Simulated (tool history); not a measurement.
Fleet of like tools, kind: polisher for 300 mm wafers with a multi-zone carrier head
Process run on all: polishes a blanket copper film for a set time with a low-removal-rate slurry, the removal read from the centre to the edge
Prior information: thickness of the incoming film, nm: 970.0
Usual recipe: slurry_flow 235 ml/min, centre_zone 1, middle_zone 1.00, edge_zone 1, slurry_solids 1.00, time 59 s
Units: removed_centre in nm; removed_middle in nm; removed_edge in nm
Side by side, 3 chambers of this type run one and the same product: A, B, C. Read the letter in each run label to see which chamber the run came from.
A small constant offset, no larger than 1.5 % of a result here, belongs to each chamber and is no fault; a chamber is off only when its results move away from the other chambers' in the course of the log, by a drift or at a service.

run   hour  slurry_flow  centre_zone  middle_zone  edge_zone  slurry_solids  time  removed_centre  removed_middle  removed_edge
 1B    4.3          235            1         1.00          1           1.00    59          276.44          273.45        274.36
       8.0  -- chamber C: worn pad replaced by a new one
 2C   10.5          235            1         1.00          1           1.00    59          269.37          274.16        272.83
 3A   18.2          235            1         1.00          1           1.00    59          274.87          271.62        274.83
 4C   25.9          235            1         1.00          1           1.00    59          269.67          279.00        278.67
 5A   31.7          235            1         1.00          1           1.00    59          272.07          269.20        270.64
      32.4  -- chamber B: worn pad replaced by a new one
 6B   36.2          235            1         1.00          1           1.00    59          268.75          273.25        267.97
 7A   40.6          235            1         1.00          1           1.00    59          274.01          272.71        272.63
 8B   47.5          235            1         1.00          1           1.00    59          265.41          274.56        271.14
      51.5  -- chamber B: slurry nozzle cleaned
      52.7  -- chamber A: worn pad replaced by a new one
 9C   54.1          235            1         1.00          1           1.00    59          272.80          272.89        280.04
10C   61.5          235            1         1.00          1           1.00    59          268.55          277.84        273.44
      63.0  -- chamber B: centre zone pressure recalibrated
      64.3  -- chamber C: worn pad replaced by a new one
11A   65.5          235            1         1.00          1           1.00    59          271.77          277.13        276.04
12B   70.9          235            1         1.06          1           0.85    59          257.85          277.53        261.32
13C   77.7          235            1         1.06          1           0.85    59          267.03          276.66        266.22
14B   83.2          235            1         1.06          1           0.85    59          261.67          278.99        260.11
      87.2  -- chamber B: worn pad replaced by a new one
15A   88.6          235            1         1.00          1           1.00    59          279.16          271.72        276.86
16B   92.7          235            1         1.00          1           1.00    59          272.62          271.89        269.07
17A   96.5          235            1         1.00          1           1.00    59          278.19          274.36        271.99
18C  101.9          235            1         1.00          1           1.00    59          274.27          270.86        273.62
     104.8  -- chamber A: worn pad replaced by a new one
19A  108.2          235            1         1.00          1           1.00    59          278.16          271.57        275.35
20C  111.7          235            1         1.09          1           1.00    59          268.74          296.01        277.28
     115.0  -- chamber C: worn pad replaced by a new one
21B  118.3          235            1         1.09          1           1.00    59          269.69          298.01        269.55
22A  125.1          235            1         1.09          1           1.00    59          276.79          292.01        273.31
23B  131.2          235            1         1.00          1           1.00    59          268.10          274.84        272.09
24C  134.7          235            1         1.00          1           0.85    70          312.39          316.33        314.63
25B  140.0          235            1         1.00          1           0.85    70          317.93          316.92        310.46
26C  147.5          235            1         1.00          1           0.85    70          307.23          311.53        317.85
27A  152.6          235            1         1.00          1           1.00    59          275.24          273.32        273.58

Is one chamber off against the others, does the gauge drift, or is nothing wrong? If a chamber is off, say which, and what the likeliest cause is.

No chamber is off and the gauge is stable; the differences are just each chamber's small, constant offset.
